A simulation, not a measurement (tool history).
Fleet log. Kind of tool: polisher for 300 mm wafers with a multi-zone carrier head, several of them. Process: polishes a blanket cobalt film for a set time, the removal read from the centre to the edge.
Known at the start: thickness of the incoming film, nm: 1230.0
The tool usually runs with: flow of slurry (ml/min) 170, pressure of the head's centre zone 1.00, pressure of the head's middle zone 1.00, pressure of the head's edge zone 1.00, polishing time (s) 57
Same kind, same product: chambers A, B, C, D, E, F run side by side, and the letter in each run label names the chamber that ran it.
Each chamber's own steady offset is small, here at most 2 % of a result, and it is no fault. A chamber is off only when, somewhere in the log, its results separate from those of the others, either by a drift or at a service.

run   hour  flow of slurry (ml/min)  pressure of the head's centre zone  pressure of the head's middle zone  pressure of the head's edge zone  polishing time (s)  wafers polished on this pad  hours since the slurry nozzle was cleaned  hours since the centre zone pressure was calibrated  hours since the edge zone pressure was calibrated  film removed at the wafer's centre (nm)  film removed at mid-radius (nm)  film removed at the wafer's edge (nm)
 1A    6.1                      170                                1.00                                1.00                              1.00                  57                          105                                      703.2                                                236.2                                              112.8                                   245.73                           242.16                                 238.91
 2C    9.6                      170                                1.00                                1.00                              1.00                  57                         1065                                      129.4                                                 14.1                                              112.7                                   245.41                           240.06                                 241.81
 3E   14.4                      170                                1.00                                1.00                              1.00                  57                          336                                      663.5                                                416.7                                              546.5                                   241.39                           243.05                                 242.37
      16.8  -- chamber B: centre zone pressure recalibrated
      17.0  -- chamber A: slurry nozzle cleaned
 4B   18.5                      170                                1.00                                1.00                              1.00                  57                          598                                      416.9                                                  1.8                                              703.2                                   249.19                           241.38                                 244.27
 5D   24.4                      170                                1.00                                1.00                              1.00                  57                          860                                      417.4                                                703.6                                              617.9                                   245.24                           245.06                                 237.51
      26.8  -- chamber F: worn pad replaced by a new one
      28.2  -- chamber D: worn pad replaced by a new one
 6F   29.2                      170                                1.00                                1.00                              1.00                  57                           32                                       76.7                                                466.5                                              185.1                                   243.00                           244.15                                 240.25
      32.9  -- chamber A: worn pad replaced by a new one
      33.1  -- chamber E: worn pad replaced by a new one
 7A   35.8                      170                                1.00                                1.00                              1.00                  57                           40                                       18.9                                                265.9                                              142.5                                   238.92                           240.43                                 236.03
 8E   42.9                      170                                1.00                                1.00                              1.00                  57                          134                                      692.0                                                445.2                                              575.0                                   243.77                           244.20                                 241.41
      46.0  -- chamber E: slurry nozzle cleaned
 9F   47.3                      170                                1.00                                1.00                              1.00                  57                          278                                       94.8                                                484.6                                              203.2                                   242.63                           245.86                                 245.34
      48.3  -- chamber C: worn pad replaced by a new one
10B   52.0                      170                                1.00                                1.00                              1.00                  57                         1053                                      450.4                                                 35.3                                              736.7                                   246.48                           242.31                                 246.93
      54.9  -- chamber B: worn pad replaced by a new one
11C   58.7                      170                                1.00                                1.00                              1.00                  57                          142                                      178.5                                                 63.2                                              161.8                                   247.37                           241.07                                 240.82
      59.5  -- chamber B: slurry nozzle cleaned
12D   62.3                      170                                1.00                                1.00                              1.00                  57                          464                                      455.3                                                741.5                                              655.8                                   244.28                           245.75                                 244.74
13B   69.3                      170                                1.00                                1.00                              1.00                  57                          196                                        9.8                                                 52.6                                              754.0                                   246.80                           241.01                                 250.09
      71.5  -- chamber E: worn pad replaced by a new one
14C   72.4                      170                                1.00                                1.00                              1.00                  57                          328                                      192.2                                                 76.9                                              175.5                                   245.60                           240.26                                 241.23
      75.0  -- chamber E: centre zone pressure recalibrated
      75.2  -- chamber A: worn pad replaced by a new one
15E   78.1                      170                                1.00                                1.00                              1.00                  57                           90                                       32.1                                                  3.1                                              610.2                                   241.43                           242.09                                 249.14
16A   83.2                      170                                0.93                                1.00                              1.00                  57                          109                                       66.3                                                313.3                                              189.9                                   228.07                           239.46                                 247.36
17F   88.2                      170                                0.93                                1.00                              1.00                  57                          834                                      135.7                                                525.5                                              244.1                                   225.91                           249.08                                 244.23
      88.6  -- chamber F: worn pad replaced by a new one
18D   92.4                      170                                0.93                                1.00                              1.00                  57                          874                                      485.4                                                771.6                                              685.9                                   223.53                           246.46                                 241.29
19A   96.5                      170                                0.93                                1.00                              1.00                  57                          290                                       79.6                                                326.6                                              203.2                                   223.91                           238.57                                 247.72
      99.8  -- chamber D: worn pad replaced by a new one
20F  102.6                      170                                0.93                                1.00                              1.00                  57                          190                                      150.1                                                539.9                                              258.5                                   222.19                           250.50                                 247.11
21D  108.8                      170                                0.93                                1.00                              1.00                  57                          123                                      501.8                                                788.0                                              702.3                                   224.18                           240.59                                 241.69
22B  115.3                      170                                1.00                                1.00                              0.95                  57                          821                                       55.8                                                 98.6                                              800.0                                   244.06                           241.94                                 244.55
     117.1  -- chamber A: worn pad replaced by a new one
23C  118.7                      170                                1.00                                1.00                              0.95                  57                          958                                      238.5                                                123.2                                              221.8                                   245.54                           242.63                                 237.46
     120.4  -- chamber E: worn pad replaced by a new one
24E  125.5                      170                                1.00                                1.00                              0.95                  57                           70                                       79.5                                                 50.5                                              657.6                                   245.09                           245.65                                 237.04
25E  128.7                      170                                1.00                                1.00                              0.95                  57                          113                                       82.7                                                 53.7                                              660.8                                   242.51                           237.14                                 238.39
26C  134.9                      170                                1.00                                1.00                              0.95                  57                         1178                                      254.7                                                139.4                                              238.0                                   241.88                           245.76                                 232.21
27F  138.0                      170                                1.00                                1.00                              0.95                  57                          672                                      185.5                                                575.3                                              293.9                                   235.93                           242.48                                 237.25
     139.6  -- chamber B: worn pad replaced by a new one
28B  144.3                      170                                1.00                                1.00                              1.00                  71                           65                                       84.8                                                127.6                                              829.0                                   312.58                           300.36                                 308.87
29A  149.6                      170                                1.00                                1.00                              1.00                  71                          442                                      132.7                                                379.7                                              256.3                                   301.77                           300.06                                 304.71
30D  155.6                      170                                1.00                                1.00                              1.00                  71                          759                                      548.6                                                834.8                                              749.1                                   289.25                           286.31                                 292.65
31C  159.5                      170                                1.00                                1.00                              1.00                  71                         1512                                      279.3                                                164.0                                              262.6                                   306.24                           297.92                                 302.14
     160.1  -- chamber A: worn pad replaced by a new one
     163.5  -- chamber F: worn pad replaced by a new one
32D  163.9                      170                                1.00                                1.00                              1.00                  71                          872                                      556.9                                                843.1                                              757.4                                   289.69                           289.35                                 291.60
     166.1  -- chamber E: worn pad replaced by a new one
     166.9  -- chamber C: worn pad replaced by a new one
33E  169.1                      170                                1.00                                1.00                              1.00                  71                           41                                      123.1                                                 94.1                                              701.2                                   306.45                           299.72                                 304.57
34B  172.8                      170                                0.89                                1.06                              1.00                  57                          452                                      113.3                                                156.1                                              857.5                                   213.48                           257.27                                 249.72
35F  178.2                      170                                0.89                                1.06                              1.00                  57                          200                                      225.7                                                615.5                                              334.1                                   211.44                           260.78                                 245.85
36A  184.7                      170                                0.89                                1.06                              1.00                  57                          334                                      167.8                                                414.8                                              291.4                                   218.10                           251.34                                 246.47
37C  189.0                      170                                0.89                                1.06                              1.00                  57                          300                                      308.8                                                193.5                                              292.1                                   214.46                           260.29                                 243.83
38E  193.8                      170                                0.89                                1.06                              1.00                  57                          377                                      147.8                                                118.8                                              725.9                                   215.81                           260.93                                 245.18

The same settings go to every chamber for the next run, one line per chamber below. Forecast the results for each:
39A  198.9                      170                                1.00                                1.00                              1.00                  57                                                                                                                                                                                                                        ?                                ?                                      ?
39B  198.9                      170                                1.00                                1.00                              1.00                  57                                                                                                                                                                                                                        ?                                ?                                      ?
39C  198.9                      170                                1.00                                1.00                              1.00                  57                                                                                                                                                                                                                        ?                                ?                                      ?
39D  198.9                      170                                1.00                                1.00                              1.00                  57                                                                                                                                                                                                                        ?                                ?                                      ?
39E  198.9                      170                                1.00                                1.00                              1.00                  57                                                                                                                                                                                                                        ?                                ?                                      ?
39F  198.9                      170                                1.00                                1.00                              1.00                  57                                                                                                                                                                                                                        ?                                ?                                      ?

run  film removed at the wafer's centre (nm)  film removed at mid-radius (nm)  film removed at the wafer's edge (nm)
39A                                   244.35                           235.00                                 243.24
39B                                   247.13                           245.09                                 251.30
39C                                   242.49                           242.40                                 239.09
39D                                   235.12                           230.17                                 235.91
39E                                   246.70                           244.31                                 240.10
39F                                   241.49                           247.96                                 243.35
